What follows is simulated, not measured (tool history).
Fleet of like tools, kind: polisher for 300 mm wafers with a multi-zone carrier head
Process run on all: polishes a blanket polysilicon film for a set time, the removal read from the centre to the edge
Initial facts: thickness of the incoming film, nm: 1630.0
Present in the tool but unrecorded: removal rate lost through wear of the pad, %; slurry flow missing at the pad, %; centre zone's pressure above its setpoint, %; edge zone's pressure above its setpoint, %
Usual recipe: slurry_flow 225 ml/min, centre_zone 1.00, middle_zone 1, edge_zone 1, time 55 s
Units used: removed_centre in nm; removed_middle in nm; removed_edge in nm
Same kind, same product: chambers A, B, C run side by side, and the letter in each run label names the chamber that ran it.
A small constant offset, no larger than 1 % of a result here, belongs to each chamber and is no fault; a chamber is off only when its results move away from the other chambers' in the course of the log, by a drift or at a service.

| run | hour | slurry_flow | centre_zone | middle_zone | edge_zone | time | wafers polished on this pad | hours since the slurry nozzle was cleaned | hours since the centre zone pressure was calibrated | hours since the edge zone pressure was calibrated | removed_centre | removed_middle | removed_edge |
|---|---|---|---|---|---|---|---|---|---|---|---|---|---|
| 1C | 9.5 | 225 | 1.00 | 1 | 1 | 55 | 768 | 215.2 | 332.1 | 16.2 | 568.48 | 565.29 | 579.56 |
| 2A | 15.7 | 225 | 1.00 | 1 | 1 | 55 | 448 | 195.9 | 92.4 | 880.7 | 566.22 | 573.45 | 576.57 |
|  | 17.9 | chamber B: worn pad replaced by a new one |
|  | 19.7 | chamber B: edge zone pressure recalibrated |
| 3B | 26.7 | 225 | 1.00 | 1 | 1 | 55 | 80 | 100.2 | 236.9 | 7.1 | 576.25 | 579.46 | 553.57 |
| 4A | 35.6 | 225 | 1.00 | 1 | 1 | 55 | 628 | 215.8 | 112.3 | 900.6 | 570.27 | 574.93 | 584.41 |
|  | 42.3 | chamber C: worn pad replaced by a new one |
| 5C | 45.2 | 225 | 0.95 | 1 | 1 | 55 | 26 | 250.9 | 367.8 | 51.9 | 537.32 | 571.69 | 568.74 |
| 6B | 51.5 | 225 | 0.95 | 1 | 1 | 55 | 304 | 125.0 | 261.7 | 31.9 | 540.26 | 572.14 | 564.62 |
|  | 53.0 | chamber A: worn pad replaced by a new one |
| 7C | 60.9 | 225 | 0.95 | 1 | 1 | 55 | 168 | 266.6 | 383.5 | 67.6 | 541.13 | 577.51 | 574.14 |
| 8A | 69.4 | 225 | 1.00 | 1 | 1 | 55 | 149 | 249.6 | 146.1 | 934.4 | 576.63 | 574.06 | 573.72 |
| 9B | 80.0 | 225 | 1.00 | 1 | 1 | 55 | 563 | 153.5 | 290.2 | 60.4 | 583.41 | 568.47 | 562.34 |
| 10C | 87.3 | 170 | 1.00 | 1 | 1 | 55 | 407 | 293.0 | 409.9 | 94.0 | 538.03 | 540.14 | 550.55 |
|  | 93.6 | chamber B: worn pad replaced by a new one |
| 11B | 97.8 | 170 | 1.00 | 1 | 1 | 55 | 38 | 171.3 | 308.0 | 78.2 | 541.85 | 548.82 | 546.35 |
| 12A | 106.1 | 170 | 1.00 | 1 | 1 | 55 | 481 | 286.3 | 182.8 | 971.1 | 544.29 | 542.74 | 544.13 |
| 13C | 115.8 | 225 | 1.00 | 1 | 1 | 55 | 665 | 321.5 | 438.4 | 122.5 | 568.42 | 567.05 | 555.29 |
| 14A | 121.3 | 225 | 1.00 | 1 | 1 | 55 | 618 | 301.5 | 198.0 | 986.3 | 570.79 | 569.98 | 577.89 |
| 15B | 126.4 | 170 | 1.00 | 1 | 1 | 55 | 297 | 199.9 | 336.6 | 106.8 | 551.31 | 559.59 | 549.25 |
| 16C | 133.0 | 170 | 1.00 | 1 | 1 | 55 | 821 | 338.7 | 455.6 | 139.7 | 538.77 | 545.73 | 551.08 |
|  | 135.1 | chamber A: worn pad replaced by a new one |
| 17B | 141.3 | 170 | 1.00 | 1 | 1 | 55 | 432 | 214.8 | 351.5 | 121.7 | 555.22 | 553.59 | 552.81 |
|  | 144.8 | chamber C: worn pad replaced by a new one |
| 18A | 151.4 | 225 | 1.00 | 1 | 1 | 55 | 148 | 331.6 | 228.1 | 1016.4 | 564.47 | 573.52 | 577.75 |
| 19C | 157.2 | 225 | 1.00 | 1 | 1 | 55 | 113 | 362.9 | 479.8 | 163.9 | 571.72 | 563.79 | 586.97 |
| 20A | 162.3 | 225 | 1.00 | 1 | 1 | 55 | 247 | 342.5 | 239.0 | 1027.3 | 574.85 | 558.32 | 562.99 |
|  | 162.8 | chamber B: worn pad replaced by a new one |
| 21B | 172.7 | 225 | 1.00 | 1 | 1 | 55 | 90 | 246.2 | 382.9 | 153.1 | 576.43 | 579.41 | 574.51 |

Next, every chamber runs the same settings. What will each give?
| 22A | 180.8 | 225 | 1.00 | 1 | 1 | 55 |  |  |  |  | ? | ? | ? |
| 22B | 180.8 | 225 | 1.00 | 1 | 1 | 55 |  |  |  |  | ? | ? | ? |
| 22C | 180.8 | 225 | 1.00 | 1 | 1 | 55 |  |  |  |  | ? | ? | ? |

| run | removed_centre | removed_middle | removed_edge |
|---|---|---|---|
| 22A | 567.26 | 567.35 | 578.89 |
| 22B | 582.72 | 579.23 | 576.32 |
| 22C | 566.88 | 561.91 | 566.83 |
